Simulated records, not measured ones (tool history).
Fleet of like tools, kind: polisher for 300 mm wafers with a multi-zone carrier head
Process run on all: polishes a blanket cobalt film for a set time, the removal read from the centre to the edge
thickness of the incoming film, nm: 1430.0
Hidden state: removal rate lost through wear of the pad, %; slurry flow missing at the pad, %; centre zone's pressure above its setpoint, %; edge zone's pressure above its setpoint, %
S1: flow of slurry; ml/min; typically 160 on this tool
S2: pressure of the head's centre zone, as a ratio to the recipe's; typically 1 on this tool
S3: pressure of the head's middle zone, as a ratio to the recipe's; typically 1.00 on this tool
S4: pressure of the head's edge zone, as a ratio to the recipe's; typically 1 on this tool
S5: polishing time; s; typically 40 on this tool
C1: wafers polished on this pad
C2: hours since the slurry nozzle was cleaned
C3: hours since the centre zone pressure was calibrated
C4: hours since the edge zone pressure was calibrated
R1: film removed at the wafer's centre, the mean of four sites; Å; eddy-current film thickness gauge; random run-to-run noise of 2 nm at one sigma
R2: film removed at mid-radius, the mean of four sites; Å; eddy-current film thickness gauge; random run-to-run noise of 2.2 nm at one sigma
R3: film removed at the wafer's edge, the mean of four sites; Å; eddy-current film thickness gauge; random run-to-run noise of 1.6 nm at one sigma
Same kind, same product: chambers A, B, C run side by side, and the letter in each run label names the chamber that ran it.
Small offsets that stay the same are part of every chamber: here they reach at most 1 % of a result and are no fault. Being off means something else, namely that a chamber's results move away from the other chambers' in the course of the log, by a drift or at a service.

At hour 4.4: chamber A: worn pad replaced by a new one.
Run 1C, hour 11.6: usual settings; C1 745; C2 532.7; C3 511.6; C4 826.1. Result: R1 1508.0 Å, R2 1527.5 Å, R3 1494.1 Å.
Run 2A, hour 25.4: usual settings; C1 333; C2 233.9; C3 99.4; C4 832.9. Result: R1 1534.6 Å, R2 1528.6 Å, R3 1492.2 Å.
Run 3B, hour 39.4: usual settings; C1 660; C2 145.9; C3 672.8; C4 491.1. Result: R1 1486.4 Å, R2 1538.3 Å, R3 1507.9 Å.
At hour 43.7: chamber C: worn pad replaced by a new one.
Run 4A, hour 50.2: usual settings; C1 726; C2 258.7; C3 124.2; C4 857.7. Result: R1 1522.7 Å, R2 1520.9 Å, R3 1462.5 Å.
Run 5B, hour 63.9: usual settings; C1 1048; C2 170.4; C3 697.3; C4 515.6. Result: R1 1481.1 Å, R2 1453.6 Å, R3 1527.9 Å.
Run 6C, hour 72.9: usual settings; C1 462; C2 594.0; C3 572.9; C4 887.4. Result: R1 1507.8 Å, R2 1507.2 Å, R3 1532.4 Å.
At hour 76.9: chamber A: worn pad replaced by a new one.
At hour 81.6: chamber B: worn pad replaced by a new one.
Run 7B, hour 83.4: usual settings; C1 29; C2 189.9; C3 716.8; C4 535.1. Result: R1 1512.3 Å, R2 1485.1 Å, R3 1523.4 Å.
Run 8A, hour 95.3: usual settings; C1 292; C2 303.8; C3 169.3; C4 902.8. Result: R1 1490.7 Å, R2 1504.1 Å, R3 1474.1 Å.
Run 9C, hour 109.4: usual settings but S5 33 s; C1 1040; C2 630.5; C3 609.4; C4 923.9. Result: R1 1255.3 Å, R2 1269.7 Å, R3 1249.0 Å.
At hour 110.2: chamber C: slurry nozzle cleaned.
At hour 113.9: chamber C: worn pad replaced by a new one.
Run 10B, hour 117.2: usual settings but S5 33 s; C1 564; C2 223.7; C3 750.6; C4 568.9. Result: R1 1227.6 Å, R2 1237.7 Å, R3 1259.7 Å.
At hour 119.2: chamber C: centre zone pressure recalibrated.
Run 11A, hour 124.8: usual settings but S5 33 s; C1 759; C2 333.3; C3 198.8; C4 932.3. Result: R1 1236.7 Å, R2 1236.0 Å, R3 1245.9 Å.
Run 12C, hour 135.7: usual settings; C1 346; C2 25.6; C3 16.5; C4 950.2. Result: R1 1666.0 Å, R2 1472.3 Å, R3 1500.6 Å.
Run 13B, hour 144.7: usual settings; C1 1000; C2 251.2; C3 778.1; C4 596.4. Result: R1 1543.9 Å, R2 1514.7 Å, R3 1525.2 Å.
At hour 146.7: chamber A: worn pad replaced by a new one.
Run 14A, hour 153.1: usual settings; C1 101; C2 361.6; C3 227.1; C4 960.6. Result: R1 1499.8 Å, R2 1494.3 Å, R3 1522.2 Å.
At hour 157.3: chamber B: worn pad replaced by a new one.
Run 15C, hour 166.7: usual settings; C1 837; C2 56.6; C3 47.5; C4 981.2. Result: R1 1659.7 Å, R2 1520.9 Å, R3 1516.5 Å.
Run 16B, hour 176.3: usual settings; C1 301; C2 282.8; C3 809.7; C4 628.0. Result: R1 1523.9 Å, R2 1505.5 Å, R3 1519.4 Å.
Run 17A, hour 188.9: usual settings; C1 668; C2 397.4; C3 262.9; C4 996.4. Result: R1 1531.3 Å, R2 1482.9 Å, R3 1459.5 Å.
At hour 193.9: chamber C: worn pad replaced by a new one.
Run 18C, hour 198.0: usual settings; C1 64; C2 87.9; C3 78.8; C4 1012.5. Result: R1 1645.1 Å, R2 1507.0 Å, R3 1503.9 Å.
At hour 210.9: chamber B: edge zone pressure recalibrated.
Run 19A, hour 212.1: usual settings; C1 1036; C2 420.6; C3 286.1; C4 1019.6. Result: R1 1541.5 Å, R2 1481.0 Å, R3 1492.0 Å.
At hour 222.5: chamber A: worn pad replaced by a new one.
Run 20B, hour 225.7: usual settings; C1 1083; C2 332.2; C3 859.1; C4 14.8. Result: R1 1486.7 Å, R2 1486.0 Å, R3 1532.8 Å.
At hour 226.0: chamber B: worn pad replaced by a new one.
At hour 228.1: chamber A: slurry nozzle cleaned.
Run 21C, hour 237.7: usual settings; C1 693; C2 127.6; C3 118.5; C4 1052.2. Result: R1 1626.7 Å, R2 1472.2 Å, R3 1532.2 Å.
Run 22A, hour 246.6: usual settings; C1 382; C2 18.5; C3 320.6; C4 1054.1. Result: R1 1538.7 Å, R2 1533.8 Å, R3 1504.2 Å.
Run 23C, hour 257.1: usual settings; C1 1000; C2 147.0; C3 137.9; C4 1071.6. Result: R1 1627.5 Å, R2 1493.6 Å, R3 1488.4 Å.
At hour 258.6: chamber A: edge zone pressure recalibrated.
Run 24B, hour 264.9: usual settings; C1 616; C2 371.4; C3 898.3; C4 54.0. Result: R1 1521.9 Å, R2 1504.4 Å, R3 1531.0 Å.
At hour 271.8: chamber C: worn pad replaced by a new one.
Run 25C, hour 274.2: usual settings; C1 39; C2 164.1; C3 155.0; C4 1088.7. Result: R1 1629.7 Å, R2 1488.1 Å, R3 1531.4 Å.
Run 26A, hour 280.8: usual settings but S1 140 ml/min, S5 52 s; C1 924; C2 52.7; C3 354.8; C4 22.3. Result: R1 1905.3 Å, R2 1892.6 Å, R3 1913.1 Å.
Run 27B, hour 292.3: usual settings but S1 140 ml/min, S5 52 s; C1 1050; C2 398.8; C3 925.7; C4 81.4. Result: R1 1919.2 Å, R2 1892.7 Å, R3 1955.3 Å.
At hour 296.0: chamber B: worn pad replaced by a new one.
At hour 300.6: chamber A: worn pad replaced by a new one.
Run 28A, hour 301.4: usual settings but S1 140 ml/min, S5 52 s; C1 13; C2 73.3; C3 375.4; C4 42.9. Result: R1 1896.8 Å, R2 1888.5 Å, R3 1911.2 Å.
Run 29B, hour 310.8: usual settings; C1 235; C2 417.3; C3 944.2; C4 99.9. Result: R1 1523.7 Å, R2 1513.8 Å, R3 1519.4 Å.
Run 30C, hour 324.4: usual settings; C1 833; C2 214.3; C3 205.2; C4 1138.9. Result: R1 1615.2 Å, R2 1517.1 Å, R3 1526.9 Å.
Run 31A, hour 337.5: usual settings; C1 585; C2 109.4; C3 411.5; C4 79.0. Result: R1 1533.0 Å, R2 1483.0 Å, R3 1464.5 Å.
Run 32B, hour 348.7: usual settings; C1 835; C2 455.2; C3 982.1; C4 137.8. Result: R1 1513.9 Å, R2 1531.7 Å, R3 1509.2 Å.
At hour 358.4: chamber C: worn pad replaced by a new one.
Run 33C, hour 359.4: usual settings; C1 15; C2 249.3; C3 240.2; C4 1173.9. Result: R1 1617.2 Å, R2 1522.4 Å, R3 1524.3 Å.
At hour 368.3: chamber B: slurry nozzle cleaned.
Run 34C, hour 370.7: usual settings; C1 194; C2 260.6; C3 251.5; C4 1185.2. Result: R1 1655.0 Å, R2 1492.3 Å, R3 1526.0 Å.
Run 35B, hour 379.8: usual settings; C1 1328; C2 11.5; C3 1013.2; C4 168.9. Result: R1 1530.3 Å, R2 1499.6 Å, R3 1485.4 Å.

Is one chamber out of step, is the gauge drifting, or do the chambers differ by no more than their own small offsets? For an off chamber, give its letter and the likeliest cause.

After it was serviced, chamber C no longer matches the other chambers.
Cause: centre zone's pressure above its setpoint, % = 7.12.

Which of the 4 candidates below, each the usual settings with something changed and its results left as question marks, puts chamber C back in line with what the other chambers give on the usual settings?
Maximum distance from the other chambers' mean on the usual settings for a result to count as in line: R1 70.0 Å; R2 77.0 Å; R3 55.0 Å
Run 36C-1, hour 390.4: usual settings but S1 155 ml/min, S2 0.95, S3 1.01, S4 1.02, S5 39 s. Result: R1 ?, R2 ?, R3 ?.
Run 36C-2, hour 390.4: usual settings but S1 170 ml/min, S2 1.11, S3 0.99, S4 0.96, S5 41 s. Result: R1 ?, R2 ?, R3 ?.
Run 36C-3, hour 390.4: usual settings but S1 165 ml/min, S2 1.05, S3 0.99, S4 0.98, S5 41 s. Result: R1 ?, R2 ?, R3 ?.
Run 36C-4, hour 390.4: usual settings but S1 150 ml/min, S2 0.89, S3 1.01, S4 1.04, S5 39 s. Result: R1 ?, R2 ?, R3 ?.

The mean the other chambers reach with the usual settings: R1 1505.6 Å; R2 1488.8 Å; R3 1504.4 Å
  run      R1      R2      R3
36C-1  1487.6  1473.3  1496.4
36C-2  1885.1  1544.7  1543.6
36C-3  1765.2  1537.3  1554.0
36C-4  1375.5  1464.6  1504.9
36C-1 brings the chamber back in line.
